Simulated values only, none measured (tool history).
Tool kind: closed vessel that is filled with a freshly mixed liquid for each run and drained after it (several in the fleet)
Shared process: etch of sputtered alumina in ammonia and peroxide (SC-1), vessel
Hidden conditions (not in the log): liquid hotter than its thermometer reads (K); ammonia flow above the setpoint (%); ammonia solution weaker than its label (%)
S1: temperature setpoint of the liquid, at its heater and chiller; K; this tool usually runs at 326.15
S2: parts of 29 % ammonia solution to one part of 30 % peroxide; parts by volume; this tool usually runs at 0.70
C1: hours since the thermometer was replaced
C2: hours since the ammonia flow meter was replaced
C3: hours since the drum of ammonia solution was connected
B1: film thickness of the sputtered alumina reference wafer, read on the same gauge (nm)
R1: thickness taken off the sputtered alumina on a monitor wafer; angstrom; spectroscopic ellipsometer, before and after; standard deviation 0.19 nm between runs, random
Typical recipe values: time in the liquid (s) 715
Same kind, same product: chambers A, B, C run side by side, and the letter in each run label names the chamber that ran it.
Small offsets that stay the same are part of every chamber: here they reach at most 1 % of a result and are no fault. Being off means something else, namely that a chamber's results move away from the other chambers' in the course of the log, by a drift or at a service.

Run 1A, day 0.433: usual settings; C1 722.2; C2 1582.0; C3 488.0; B1 130.03. Result: R1 394.11 angstrom.
At day 0.483: chamber A: thermometer replaced.
Run 2B, day 0.992: usual settings; C1 624.6; C2 98.7; C3 403.8; B1 130.01. Result: R1 392.05 angstrom.
Run 3C, day 1.550: usual settings; C1 265.3; C2 286.4; C3 189.0; B1 129.97. Result: R1 391.56 angstrom.
Run 4C, day 1.908: usual settings; C1 273.9; C2 295.0; C3 197.6; B1 130.01. Result: R1 393.99 angstrom.
Run 5B, day 2.433: usual settings; C1 659.2; C2 133.3; C3 438.4; B1 130.00. Result: R1 394.26 angstrom.
Run 6A, day 2.979: usual settings; C1 59.9; C2 1643.1; C3 549.1; B1 129.98. Result: R1 391.94 angstrom.
Run 7C, day 3.417: usual settings; C1 310.1; C2 331.2; C3 233.8; B1 130.01. Result: R1 393.96 angstrom.
At day 3.846: chamber A: new drum of ammonia solution connected.
Run 8B, day 3.854: usual settings but S1 334.65 K; C1 693.3; C2 167.4; C3 472.5; B1 130.06. Result: R1 614.43 angstrom.
Run 9A, day 4.479: usual settings but S1 334.65 K; C1 95.9; C2 1679.1; C3 15.3; B1 130.03. Result: R1 614.88 angstrom.
Run 10B, day 4.808: usual settings but S1 334.65 K; C1 716.2; C2 190.3; C3 495.4; B1 130.03. Result: R1 609.68 angstrom.
Run 11C, day 5.375: usual settings; C1 357.1; C2 378.2; C3 280.8; B1 129.98. Result: R1 394.59 angstrom.
Run 12A, day 5.904: usual settings; C1 130.1; C2 1713.3; C3 49.5; B1 129.99. Result: R1 394.83 angstrom.
Run 13B, day 6.267: usual settings but S1 321.65 K; C1 751.2; C2 225.3; C3 530.4; B1 130.02. Result: R1 304.21 angstrom.
Run 14A, day 6.917: usual settings but S1 321.65 K; C1 154.4; C2 1737.6; C3 73.8; B1 130.01. Result: R1 309.05 angstrom.
Run 15C, day 7.338: usual settings but S1 321.65 K; C1 404.2; C2 425.3; C3 327.9; B1 130.00. Result: R1 306.56 angstrom.
At day 7.879: chamber A: ammonia flow meter replaced.
Run 16C, day 8.017: usual settings but S1 332.65 K; C1 420.5; C2 441.6; C3 344.2; B1 130.01. Result: R1 554.95 angstrom.
Run 17A, day 8.629: usual settings but S1 332.65 K; C1 195.5; C2 18.0; C3 114.9; B1 130.01. Result: R1 552.51 angstrom.
Run 18B, day 9.188: usual settings but S1 332.65 K; C1 821.3; C2 295.4; C3 600.5; B1 129.95. Result: R1 547.19 angstrom.
At day 9.617: chamber C: thermometer replaced.
Run 19C, day 9.862: usual settings; C1 6.0; C2 485.9; C3 388.5; B1 129.99. Result: R1 396.47 angstrom.
Run 20B, day 10.242: usual settings but S2 1.05 parts by volume, time in the liquid (s) 435; C1 846.6; C2 320.7; C3 625.8; B1 129.99. Result: R1 247.85 angstrom.
Run 21A, day 10.900: usual settings but S2 1.05 parts by volume, time in the liquid (s) 435; C1 250.0; C2 72.5; C3 169.4; B1 130.03. Result: R1 249.77 angstrom.
Run 22B, day 11.462: usual settings but S2 1.05 parts by volume, time in the liquid (s) 435; C1 875.9; C2 350.0; C3 655.1; B1 130.01. Result: R1 246.71 angstrom.
At day 11.558: chamber C: new drum of ammonia solution connected.
Run 23C, day 11.842: usual settings; C1 53.5; C2 533.4; C3 6.9; B1 129.97. Result: R1 392.83 angstrom.
Run 24A, day 12.304: usual settings; C1 283.7; C2 106.2; C3 203.1; B1 130.00. Result: R1 392.24 angstrom.
Run 25B, day 12.950: usual settings; C1 911.6; C2 385.7; C3 690.8; B1 129.97. Result: R1 393.23 angstrom.
Run 26C, day 13.425: usual settings; C1 91.5; C2 571.4; C3 44.9; B1 129.99. Result: R1 394.03 angstrom.
Run 27A, day 13.771: usual settings but S2 0.90 parts by volume, time in the liquid (s) 860; C1 318.9; C2 141.4; C3 238.3; B1 130.00. Result: R1 484.62 angstrom.
Run 28A, day 14.125: usual settings but S2 0.90 parts by volume, time in the liquid (s) 860; C1 327.4; C2 149.9; C3 246.8; B1 129.98. Result: R1 483.55 angstrom.
Run 29C, day 14.446: usual settings but S2 0.90 parts by volume, time in the liquid (s) 860; C1 116.0; C2 595.9; C3 69.4; B1 130.02. Result: R1 484.27 angstrom.
Run 30B, day 15.004: usual settings; C1 960.9; C2 435.0; C3 740.1; B1 130.00. Result: R1 392.95 angstrom.
Run 31A, day 15.567: usual settings; C1 362.0; C2 184.5; C3 281.4; B1 130.03. Result: R1 389.25 angstrom.

Is one chamber off against the others, does the gauge drift, or is nothing wrong? If a chamber is off, say which, and what the likeliest cause is.

All chambers stay in line apart from their small fixed offsets, and the gauge does not drift.

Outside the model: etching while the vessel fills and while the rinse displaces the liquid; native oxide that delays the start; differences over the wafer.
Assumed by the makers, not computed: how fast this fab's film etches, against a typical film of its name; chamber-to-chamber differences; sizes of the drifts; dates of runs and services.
